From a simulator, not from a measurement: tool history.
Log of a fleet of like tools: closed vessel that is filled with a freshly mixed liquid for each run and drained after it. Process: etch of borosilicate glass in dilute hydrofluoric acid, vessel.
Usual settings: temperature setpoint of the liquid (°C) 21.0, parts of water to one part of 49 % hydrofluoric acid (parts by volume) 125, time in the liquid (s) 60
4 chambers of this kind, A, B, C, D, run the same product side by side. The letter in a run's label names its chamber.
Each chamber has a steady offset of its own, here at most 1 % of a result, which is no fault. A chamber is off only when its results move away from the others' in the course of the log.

| run | hour | temperature setpoint of the liquid (°C) | parts of water to one part of 49 % hydrofluoric acid (parts by volume) | time in the liquid (s) | read-back film thickness of the borosilicate glass reference wafer, read on the same gauge (nm) | thickness taken off the borosilicate glass on a monitor wafer (nm) |
|---|---|---|---|---|---|---|
| 1C | 4.4 | 21.0 | 125 | 60 | 69.982 | 16.3070 |
| 2D | 11.3 | 21.0 | 125 | 60 | 69.992 | 16.6110 |
| 3B | 16.1 | 21.0 | 125 | 60 | 69.980 | 16.4610 |
| 4A | 23.2 | 21.0 | 125 | 60 | 70.024 | 16.5860 |
| 5A | 27.4 | 21.0 | 125 | 60 | 69.993 | 16.1990 |
| 6C | 34.4 | 21.0 | 125 | 60 | 69.999 | 16.5330 |
| 7D | 40.8 | 25.5 | 80 | 60 | 69.983 | 33.1280 |
| 8B | 48.2 | 25.5 | 80 | 60 | 70.029 | 32.4560 |
| 9A | 54.5 | 25.5 | 80 | 60 | 70.005 | 32.4650 |
| 10D | 59.9 | 25.5 | 80 | 60 | 70.000 | 32.7750 |
| 11C | 63.8 | 21.0 | 125 | 60 | 70.004 | 16.5170 |
| 12B | 68.7 | 21.0 | 125 | 60 | 69.977 | 16.3880 |
| 13D | 74.7 | 21.0 | 125 | 60 | 70.016 | 16.4360 |
| 14A | 80.6 | 21.0 | 125 | 60 | 70.012 | 16.5570 |
| 15B | 85.7 | 21.0 | 125 | 60 | 69.997 | 16.4470 |
|  | 90.9 | chamber C: thermometer replaced |
| 16C | 93.4 | 21.0 | 125 | 60 | 70.003 | 16.5320 |
| 17A | 98.0 | 21.0 | 125 | 60 | 69.996 | 16.1680 |
| 18B | 103.7 | 21.0 | 125 | 60 | 70.014 | 16.4060 |
| 19D | 108.9 | 21.0 | 125 | 60 | 69.998 | 16.5560 |
| 20C | 114.1 | 21.0 | 125 | 60 | 69.983 | 16.7150 |
|  | 115.5 | chamber D: hydrofluoric acid flow meter replaced |
| 21B | 120.4 | 21.0 | 125 | 60 | 70.029 | 16.3730 |
| 22D | 127.2 | 21.0 | 125 | 60 | 70.022 | 16.2850 |
| 23C | 132.3 | 17.0 | 125 | 40 | 70.014 | 9.5342 |
| 24A | 137.1 | 17.0 | 125 | 40 | 69.959 | 9.4694 |
| 25A | 141.2 | 17.0 | 125 | 40 | 69.996 | 9.4159 |
| 26D | 145.0 | 17.0 | 125 | 40 | 69.991 | 9.3578 |
| 27B | 151.4 | 21.0 | 125 | 60 | 70.024 | 16.1840 |
| 28C | 155.0 | 21.0 | 125 | 60 | 70.008 | 17.1590 |
| 29C | 160.9 | 21.0 | 125 | 60 | 70.027 | 17.0910 |
| 30D | 165.7 | 21.0 | 125 | 60 | 69.980 | 16.3180 |
| 31A | 172.1 | 21.0 | 125 | 60 | 70.015 | 16.3570 |
| 32B | 177.4 | 21.0 | 125 | 60 | 70.023 | 16.3660 |
| 33D | 183.6 | 24.5 | 125 | 60 | 70.010 | 19.2910 |
| 34C | 188.5 | 24.5 | 125 | 60 | 70.016 | 20.1670 |
|  | 189.2 | chamber B: hydrofluoric acid flow meter replaced |
| 35A | 194.7 | 24.5 | 125 | 60 | 69.992 | 18.7380 |
| 36B | 198.3 | 24.5 | 125 | 60 | 70.005 | 18.8220 |
| 37C | 205.2 | 21.0 | 125 | 60 | 70.014 | 17.5240 |
| 38D | 212.5 | 21.0 | 125 | 60 | 70.002 | 16.5810 |

All 4 chambers run these settings next. Forecast each chamber's results:
| 39A | 218.1 | 21.0 | 155 | 60 |  | ? |
| 39B | 218.1 | 21.0 | 155 | 60 |  | ? |
| 39C | 218.1 | 21.0 | 155 | 60 |  | ? |
| 39D | 218.1 | 21.0 | 155 | 60 |  | ? |

| run | thickness taken off the borosilicate glass on a monitor wafer (nm) |
|---|---|
| 39A | 12.8990 |
| 39B | 12.5100 |
| 39C | 13.7540 |
| 39D | 12.8430 |
